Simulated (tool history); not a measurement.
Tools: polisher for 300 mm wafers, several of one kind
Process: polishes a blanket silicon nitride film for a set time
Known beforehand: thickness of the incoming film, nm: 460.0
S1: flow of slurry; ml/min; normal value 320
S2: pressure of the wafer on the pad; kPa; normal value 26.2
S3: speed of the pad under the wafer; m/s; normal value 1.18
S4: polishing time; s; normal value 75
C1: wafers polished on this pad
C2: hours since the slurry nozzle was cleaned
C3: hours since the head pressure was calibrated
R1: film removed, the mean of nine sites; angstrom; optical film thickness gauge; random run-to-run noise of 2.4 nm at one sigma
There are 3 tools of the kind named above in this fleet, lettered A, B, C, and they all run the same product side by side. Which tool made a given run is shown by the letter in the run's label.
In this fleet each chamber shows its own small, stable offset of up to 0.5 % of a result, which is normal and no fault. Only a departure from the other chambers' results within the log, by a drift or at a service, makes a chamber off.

| run | hour | S1 | S2 | S3 | S4 | C1 | C2 | C3 | R1 |
|---|---|---|---|---|---|---|---|---|---|
| 1A | 6 | 320 | 26.2 | 1.18 | 75 | 654 | 121.6 | 90.5 | 1754.4 |
| 2B | 13.5 | 320 | 26.2 | 1.18 | 75 | 763 | 210.4 | 566.8 | 1779.3 |
| 3C | 17.8 | 320 | 26.2 | 1.18 | 75 | 187 | 50.5 | 581.6 | 1732.9 |
| 4B | 22.5 | 320 | 26.2 | 1.18 | 75 | 856 | 219.4 | 575.8 | 1776.8 |
| 5A | 30.2 | 320 | 26.2 | 1.18 | 75 | 903 | 145.8 | 114.7 | 1753.6 |
| 6C | 35.8 | 320 | 26.2 | 1.18 | 75 | 372 | 68.5 | 599.6 | 1772 |
| 7A | 41.1 | 320 | 26.2 | 1.18 | 75 | 1015 | 156.7 | 125.6 | 1784.7 |
| 8B | 46.8 | 320 | 26.2 | 1.18 | 75 | 1105 | 243.7 | 600.1 | 1783.9 |
| 9C | 51.7 | 320 | 26.2 | 1.18 | 75 | 536 | 84.4 | 615.5 | 1785.2 |
| 10C | 59.3 | 320 | 26.2 | 1.18 | 75 | 614 | 92 | 623.1 | 1778.8 |
| 11B | 63.2 | 320 | 26.2 | 1.18 | 75 | 1274 | 260.1 | 616.5 | 1715.3 |
| 12A | 68.2 | 320 | 26.2 | 1.34 | 85 | 1293 | 183.8 | 152.7 | 2113.8 |
|  | 72.1 | chamber B: worn pad replaced by a new one |
| 13A | 73 | 320 | 26.2 | 1.34 | 85 | 1343 | 188.6 | 157.5 | 2136.5 |
|  | 76.5 | chamber C: worn pad replaced by a new one |
| 14B | 79.6 | 320 | 26.2 | 1.34 | 85 | 77 | 276.5 | 632.9 | 2261.2 |
| 15C | 85 | 320 | 26.2 | 1.18 | 75 | 87 | 117.7 | 648.8 | 1751.8 |
| 16A | 92.7 | 425 | 26.2 | 0.96 | 75 | 1545 | 208.3 | 177.2 | 1481.2 |
| 17C | 100.5 | 425 | 26.2 | 0.96 | 75 | 246 | 133.2 | 664.3 | 1509.9 |
| 18B | 107.3 | 425 | 26.2 | 0.96 | 75 | 361 | 304.2 | 660.6 | 1541.6 |
| 19B | 110.8 | 320 | 26.2 | 1.18 | 75 | 397 | 307.7 | 664.1 | 1764.9 |
| 20A | 116.2 | 320 | 26.2 | 1.18 | 97 | 1786 | 231.8 | 200.7 | 2224.4 |
| 21C | 122.5 | 320 | 26.2 | 1.18 | 97 | 472 | 155.2 | 686.3 | 2351.8 |
| 22C | 130 | 320 | 26.2 | 1.18 | 97 | 549 | 162.7 | 693.8 | 2269.5 |
| 23B | 136.5 | 320 | 26.2 | 1.18 | 90 | 661 | 333.4 | 689.8 | 2098.3 |
| 24A | 143.8 | 320 | 26.2 | 1.18 | 90 | 2070 | 259.4 | 228.3 | 1993.6 |
| 25A | 151.2 | 320 | 26.2 | 1.18 | 90 | 2146 | 266.8 | 235.7 | 1998.3 |
|  | 155 | chamber C: worn pad replaced by a new one |
| 26C | 157 | 320 | 29 | 1.18 | 75 | 20 | 189.7 | 720.8 | 1911.1 |
| 27B | 161.2 | 320 | 29 | 1.18 | 75 | 915 | 358.1 | 714.5 | 1960.9 |
| 28B | 167.6 | 320 | 29 | 1.18 | 75 | 981 | 364.5 | 720.9 | 1967.7 |
| 29C | 173.4 | 320 | 26.2 | 1.18 | 75 | 189 | 206.1 | 737.2 | 1773 |
| 30A | 179.3 | 320 | 31.7 | 1.18 | 75 | 2434 | 294.9 | 263.8 | 2022.4 |
| 31A | 185.5 | 320 | 31.7 | 1.18 | 75 | 2498 | 301.1 | 270 | 1990.6 |
| 32C | 193.2 | 320 | 31.7 | 1.18 | 75 | 392 | 225.9 | 757 | 2112.8 |
| 33B | 196.9 | 320 | 26.2 | 1.18 | 75 | 1282 | 393.8 | 750.2 | 1820.1 |
| 34C | 201.2 | 320 | 26.2 | 1.18 | 75 | 474 | 233.9 | 765 | 1764.3 |
| 35B | 206.9 | 320 | 31 | 1.18 | 75 | 1385 | 403.8 | 760.2 | 2081 |
| 36A | 214.5 | 320 | 31 | 1.18 | 75 | 2796 | 330.1 | 299 | 1917.7 |
|  | 214.6 | chamber B: worn pad replaced by a new one |
| 37C | 221.5 | 320 | 31 | 1.18 | 75 | 683 | 254.2 | 785.3 | 2085 |
| 38A | 226.9 | 320 | 26.2 | 1.18 | 75 | 2923 | 342.5 | 311.4 | 1597.7 |
| 39B | 232.8 | 320 | 26.2 | 1.18 | 75 | 187 | 429.7 | 786.1 | 1793.6 |
| 40B | 237.5 | 320 | 26.2 | 1.18 | 75 | 235 | 434.4 | 790.8 | 1757.3 |

Predict what each chamber gives when all 3 of them run the settings below next.
| 41A | 243.2 | 320 | 26.2 | 1.18 | 75 |  |  |  | ? |
| 41B | 243.2 | 320 | 26.2 | 1.18 | 75 |  |  |  | ? |
| 41C | 243.2 | 320 | 26.2 | 1.18 | 75 |  |  |  | ? |

| run | R1 |
|---|---|
| 41A | 1566.6 |
| 41B | 1746.8 |
| 41C | 1719.4 |
